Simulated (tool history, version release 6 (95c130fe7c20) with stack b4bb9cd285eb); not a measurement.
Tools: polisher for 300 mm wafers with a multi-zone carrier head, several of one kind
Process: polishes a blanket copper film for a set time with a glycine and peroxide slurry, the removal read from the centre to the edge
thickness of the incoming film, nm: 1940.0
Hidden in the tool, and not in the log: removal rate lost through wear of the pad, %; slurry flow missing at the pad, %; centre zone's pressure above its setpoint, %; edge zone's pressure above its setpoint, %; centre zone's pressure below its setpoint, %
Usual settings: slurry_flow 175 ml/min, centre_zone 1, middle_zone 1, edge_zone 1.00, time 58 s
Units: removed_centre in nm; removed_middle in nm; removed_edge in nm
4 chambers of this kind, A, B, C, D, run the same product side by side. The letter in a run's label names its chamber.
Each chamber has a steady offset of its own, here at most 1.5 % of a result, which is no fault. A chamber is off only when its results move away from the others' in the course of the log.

run     day  slurry_flow  centre_zone  middle_zone  edge_zone  time  wafers polished on this pad  hours since the slurry nozzle was cleaned  hours since the centre zone pressure was calibrated  hours since the edge zone pressure was calibrated  removed_centre  removed_middle  removed_edge
 1D   0.542          175            1            1       1.00    58                          245                                      402.4                                                470.7                                              161.0          285.10          282.44        282.32
 2A   0.996          175            1            1       1.00    58                         1250                                       41.3                                                579.4                                              811.2          283.53          290.18        282.65
      1.058  -- chamber A: centre zone pressure recalibrated
      1.071  -- chamber A: worn pad replaced by a new one
 3C   1.454          175            1            1       1.00    58                          366                                      145.8                                                733.2                                              801.6          280.51          277.17        281.78
 4B   1.917          175            1            1       1.00    58                          740                                      126.1                                                159.5                                              180.7          276.14          283.88        285.11
      2.429  -- chamber D: centre zone pressure recalibrated
 5B   2.529          145            1            1       1.00    77                          847                                      140.8                                                174.2                                              195.4          354.54          357.25        361.00
 6C   2.838          145            1            1       1.00    77                          607                                      179.0                                                766.4                                              834.8          363.53          360.04        366.56
 7A   3.512          145            1            1       1.00    77                          425                                      101.7                                                 59.0                                              871.6          361.56          361.96        364.34
 8D   4.121          145            1            1       1.00    77                          869                                      488.3                                                 40.7                                              246.9          364.84          361.85        367.73
      4.138  -- chamber D: worn pad replaced by a new one
 9B   4.662          175            1            1       1.04    58                         1218                                      192.0                                                225.4                                              246.6          275.61          279.57        286.97
10C   5.038          175            1            1       1.04    58                          990                                      231.8                                                819.2                                              887.6          282.72          276.69        281.98
      5.046  -- chamber B: worn pad replaced by a new one
11D   5.342          175            1            1       1.04    58                          210                                      517.6                                                 70.0                                              276.2          281.45          279.48        287.06
12A   5.642          175            1            1       1.04    58                          796                                      152.8                                                110.1                                              922.7          284.33          285.82        284.26
13D   6.138          175            1            1       1.00    58                          348                                      536.7                                                 89.1                                              295.3          282.46          277.56        275.73
14C   6.554          175            1            1       1.00    58                         1255                                      268.2                                                855.6                                              924.0          285.66          269.67        282.81
      6.921  -- chamber C: worn pad replaced by a new one
15B   6.975          175            1            1       1.00    58                          336                                      247.5                                                280.9                                              302.1          277.47          281.96        279.04
16A   7.288          175            1            1       1.00    58                         1083                                      192.3                                                149.6                                              962.2          282.52          286.96        278.72
17D   7.650          175            1            1       1.00    58                          612                                      573.0                                                125.4                                              331.6          285.01          285.38        275.08
      7.962  -- chamber C: centre zone pressure recalibrated
18B   8.183          175            1            1       1.00    58                          546                                      276.5                                                309.9                                              331.1          279.33          281.81        283.94
19C   8.554          175            1            1       1.00    58                          284                                      316.2                                                 14.2                                              972.0          282.22          287.86        283.90
      8.588  -- chamber D: worn pad replaced by a new one
20A   9.033          175            1            1       1.00    58                         1387                                      234.2                                                191.5                                             1004.1          281.60          275.41        280.24
      9.254  -- chamber A: worn pad replaced by a new one
21B   9.417          175            1            1       1.00    58                          761                                      306.1                                                339.5                                              360.7          276.64          283.96        280.96
22D   9.946          215            1            1       1.00    58                          236                                      628.1                                                180.5                                              386.7          292.11          290.54        292.59
23C  10.488          215            1            1       1.00    58                          621                                      362.6                                                 60.6                                             1018.4          294.63          286.46        283.02
24A  10.792          215            1            1       1.00    58                          268                                      276.4                                                233.7                                             1046.3          293.68          292.79        284.36
25D  11.271          215            1            1       1.00    58                          467                                      659.9                                                212.3                                              418.5          293.76          296.73        286.20
     11.304  -- chamber B: worn pad replaced by a new one
26B  11.875          175            1            1       1.00    58                           99                                      365.1                                                398.5                                              419.7          277.23          288.04        281.78
27C  12.204          175            1            1       1.00    58                          920                                      403.8                                                101.8                                             1059.6          280.91          275.13        285.75
     12.612  -- chamber D: worn pad replaced by a new one
     12.825  -- chamber D: slurry nozzle cleaned
28A  12.867          175            1            1       1.00    58                          629                                      326.2                                                283.5                                             1096.1          283.25          285.46        275.20
29A  13.350          175            1            1       1.00    58                          714                                      337.8                                                295.1                                             1107.7          283.09          284.66        280.76
30C  13.842          175            1            1       1.00    58                         1206                                      443.1                                                141.1                                             1098.9          284.74          281.58        277.48
     13.975  -- chamber C: worn pad replaced by a new one
31B  14.188          175            1            1       1.00    58                          502                                      420.6                                                454.0                                              475.2          277.19          285.35        287.50
     14.721  -- chamber C: slurry nozzle cleaned
32D  14.738          175            1            1       1.00    58                          370                                       46.0                                                295.5                                              501.7          284.38          279.88        275.21
33C  15.208          175            1            1       1.00    58                          215                                       11.7                                                173.9                                             1131.7          285.13          282.47        277.88

What goes on in this fleet: one chamber off, a drifting gauge, or nothing beyond the chambers' own small offsets? Name the chamber and the cause, if any.

No chamber stands off beyond its own small offset, and the gauge holds steady.

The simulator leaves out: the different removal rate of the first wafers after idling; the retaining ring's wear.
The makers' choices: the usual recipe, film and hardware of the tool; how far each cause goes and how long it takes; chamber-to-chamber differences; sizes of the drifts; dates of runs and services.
